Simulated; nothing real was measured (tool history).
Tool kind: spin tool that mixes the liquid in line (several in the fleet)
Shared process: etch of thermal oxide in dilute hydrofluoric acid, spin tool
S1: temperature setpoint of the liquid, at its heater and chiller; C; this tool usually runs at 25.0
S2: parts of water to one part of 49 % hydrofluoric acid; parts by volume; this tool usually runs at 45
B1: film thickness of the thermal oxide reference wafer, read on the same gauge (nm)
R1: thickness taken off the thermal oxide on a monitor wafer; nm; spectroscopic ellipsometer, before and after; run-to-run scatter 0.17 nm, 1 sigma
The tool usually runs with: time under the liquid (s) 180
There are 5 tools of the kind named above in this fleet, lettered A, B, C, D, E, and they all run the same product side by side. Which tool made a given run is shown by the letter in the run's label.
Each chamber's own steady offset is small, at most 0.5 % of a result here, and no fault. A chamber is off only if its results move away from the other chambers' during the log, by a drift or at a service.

Run 1E, hour 2.6: usual settings; B1 80.007. Result: R1 21.0630 nm.
Run 2A, hour 6.7: usual settings; B1 80.019. Result: R1 21.1790 nm.
Run 3B, hour 11.1: usual settings; B1 80.009. Result: R1 21.0160 nm.
Run 4C, hour 15.0: usual settings; B1 79.988. Result: R1 21.4180 nm.
Run 5D, hour 19.8: usual settings; B1 79.996. Result: R1 21.1560 nm.
Run 6B, hour 24.7: usual settings; B1 80.003. Result: R1 21.3450 nm.
At hour 26.7: chamber D: thermometer replaced.
Run 7E, hour 29.5: usual settings but time under the liquid (s) 75; B1 80.024. Result: R1 8.8681 nm.
Run 8A, hour 32.7: usual settings but time under the liquid (s) 75; B1 79.991. Result: R1 8.7962 nm.
Run 9D, hour 36.3: usual settings but time under the liquid (s) 75; B1 80.007. Result: R1 8.8109 nm.
Run 10C, hour 40.8: usual settings but time under the liquid (s) 75; B1 80.021. Result: R1 8.7661 nm.
Run 11B, hour 43.7: usual settings but time under the liquid (s) 75; B1 80.035. Result: R1 8.8309 nm.
Run 12C, hour 47.9: usual settings; B1 79.981. Result: R1 21.3950 nm.
Run 13E, hour 50.5: usual settings; B1 79.990. Result: R1 20.9410 nm.
Run 14D, hour 53.6: usual settings; B1 80.023. Result: R1 21.2950 nm.
Run 15A, hour 58.0: usual settings; B1 80.013. Result: R1 21.2660 nm.
Run 16E, hour 60.6: usual settings; B1 80.002. Result: R1 21.0950 nm.
Run 17D, hour 64.3: usual settings; B1 80.003. Result: R1 21.1210 nm.
Run 18C, hour 69.1: usual settings; B1 79.990. Result: R1 21.2200 nm.
Run 19B, hour 72.2: usual settings but S1 20.0 C; B1 80.010. Result: R1 17.2270 nm.
Run 20A, hour 75.0: usual settings but S1 20.0 C; B1 79.971. Result: R1 17.0960 nm.
Run 21C, hour 79.3: usual settings but S1 20.0 C; B1 79.990. Result: R1 17.4580 nm.
Run 22B, hour 84.7: usual settings but S1 20.0 C; B1 80.005. Result: R1 17.1560 nm.
Run 23D, hour 87.6: usual settings but S1 20.0 C; B1 80.027. Result: R1 17.1750 nm.
Run 24E, hour 92.6: usual settings; B1 79.971. Result: R1 21.3040 nm.
Run 25A, hour 96.7: usual settings; B1 79.987. Result: R1 21.1530 nm.
Run 26D, hour 101.3: usual settings; B1 80.015. Result: R1 21.1880 nm.
Run 27A, hour 103.8: usual settings; B1 79.973. Result: R1 20.7540 nm.
Run 28B, hour 106.8: usual settings; B1 79.983. Result: R1 20.9740 nm.
Run 29E, hour 111.5: usual settings; B1 80.009. Result: R1 21.0230 nm.
Run 30C, hour 115.0: usual settings; B1 79.995. Result: R1 20.9760 nm.
Run 31D, hour 117.7: usual settings; B1 79.995. Result: R1 21.1980 nm.
Run 32A, hour 122.2: usual settings but S1 27.5 C; B1 79.999. Result: R1 23.3260 nm.
Run 33E, hour 124.9: usual settings but S1 27.5 C; B1 79.992. Result: R1 23.8550 nm.
Run 34B, hour 130.3: usual settings but S1 27.5 C; B1 79.991. Result: R1 23.7550 nm.
Run 35C, hour 134.5: usual settings but S1 27.5 C; B1 79.997. Result: R1 23.2460 nm.
Run 36E, hour 137.6: usual settings but S1 27.5 C; B1 79.992. Result: R1 23.4980 nm.
Run 37A, hour 142.2: usual settings; B1 80.042. Result: R1 21.1240 nm.
Run 38D, hour 147.5: usual settings; B1 79.993. Result: R1 21.1480 nm.
Run 39C, hour 151.6: usual settings; B1 79.999. Result: R1 21.1630 nm.
Run 40B, hour 155.3: usual settings; B1 79.974. Result: R1 21.2580 nm.
Run 41B, hour 157.9: usual settings; B1 80.014. Result: R1 21.5700 nm.
Run 42D, hour 162.1: usual settings; B1 80.018. Result: R1 21.1080 nm.

All chambers now run identical settings, listed one chamber a line with results as question marks. What results will each chamber show?
Run 43A, hour 166.1: usual settings. Result: R1 ?.
Run 43B, hour 166.1: usual settings. Result: R1 ?.
Run 43C, hour 166.1: usual settings. Result: R1 ?.
Run 43D, hour 166.1: usual settings. Result: R1 ?.
Run 43E, hour 166.1: usual settings. Result: R1 ?.

run       R1
43A  21.1360
43B  21.1470
43C  21.1570
43D  21.2040
43E  21.0230

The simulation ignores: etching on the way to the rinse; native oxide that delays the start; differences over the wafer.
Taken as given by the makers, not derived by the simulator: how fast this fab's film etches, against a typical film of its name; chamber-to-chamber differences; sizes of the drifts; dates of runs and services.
